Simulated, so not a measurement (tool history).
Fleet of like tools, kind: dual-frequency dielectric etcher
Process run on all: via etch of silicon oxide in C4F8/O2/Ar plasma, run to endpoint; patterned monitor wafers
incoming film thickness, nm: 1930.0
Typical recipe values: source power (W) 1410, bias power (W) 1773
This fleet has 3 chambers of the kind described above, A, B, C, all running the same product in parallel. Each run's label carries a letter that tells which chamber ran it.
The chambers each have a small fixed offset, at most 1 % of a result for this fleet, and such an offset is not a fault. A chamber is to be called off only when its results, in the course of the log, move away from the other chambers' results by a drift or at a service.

run	day	source power (W)	bias power (W)	endpoint time (s)
1A	0.262	1410	1773	449.85
2C	0.742	1410	1773	454.24
3B	1.204	1410	1773	456.46
4A	1.667	1410	1773	446.91
5C	1.996	1410	1773	456.62
6B	2.417	1560	1626	451.99
7A	2.633	1560	1626	445.77
8B	3.038	1560	1626	449.46
9C	3.396	1580	1773	433.32
10C	3.671	1580	1773	438.26
11A	4.079	1580	1773	424.13
12B	4.504	1230	2113	460.36
13C	4.729	1230	2113	456.62
14A	5.188	1230	2113	451.57
15B	5.575	1410	1773	460.79
16B	5.938	1410	1773	458.86
17C	6.267	1410	1773	457.17
18A	6.667	1680	1773	410.25
19C	7.046	1680	1773	424.60
20A	7.517	1680	1773	408.14
21B	7.825	1620	2174	414.95
22B	8.208	1620	2174	408.54
23A	8.579	1620	2174	393.02
24C	9.079	1410	1773	455.16
25A	9.529	1410	1773	435.43
26B	10.012	1410	1773	456.41
27C	10.425	1410	1773	452.50
28B	10.817	1410	1773	461.70
29A	11.308	1410	1773	427.83
30C	11.596	1410	1773	456.63
31B	12.021	1410	1773	457.58
32A	12.392	1410	1773	438.86

Is one chamber off against the others, does the gauge drift, or is nothing wrong? If a chamber is off, say which, and what the likeliest cause is.

It is chamber A that slowly wanders off from its peers.
Cause: etch rate over this chamber's usual, % = 4.44.

Which of the 4 candidates below, each the usual settings with something changed and its results left as question marks, puts chamber A back in line with what the other chambers give on the usual settings?
In line means no further than this from the other chambers' mean on the usual settings: endpoint time (s) 12.00
33A-1	12.750	1170	1546	?
33A-2	12.750	1590	1773	?
33A-3	12.750	1290	1664	?
33A-4	12.750	1650	2000	?

Other chambers, usual settings, mean: endpoint time (s) 456.42
run	endpoint time (s)
33A-1	487.43
33A-2	414.84
33A-3	459.08
33A-4	394.70
33A-3 puts the chamber back in line with the other chambers.
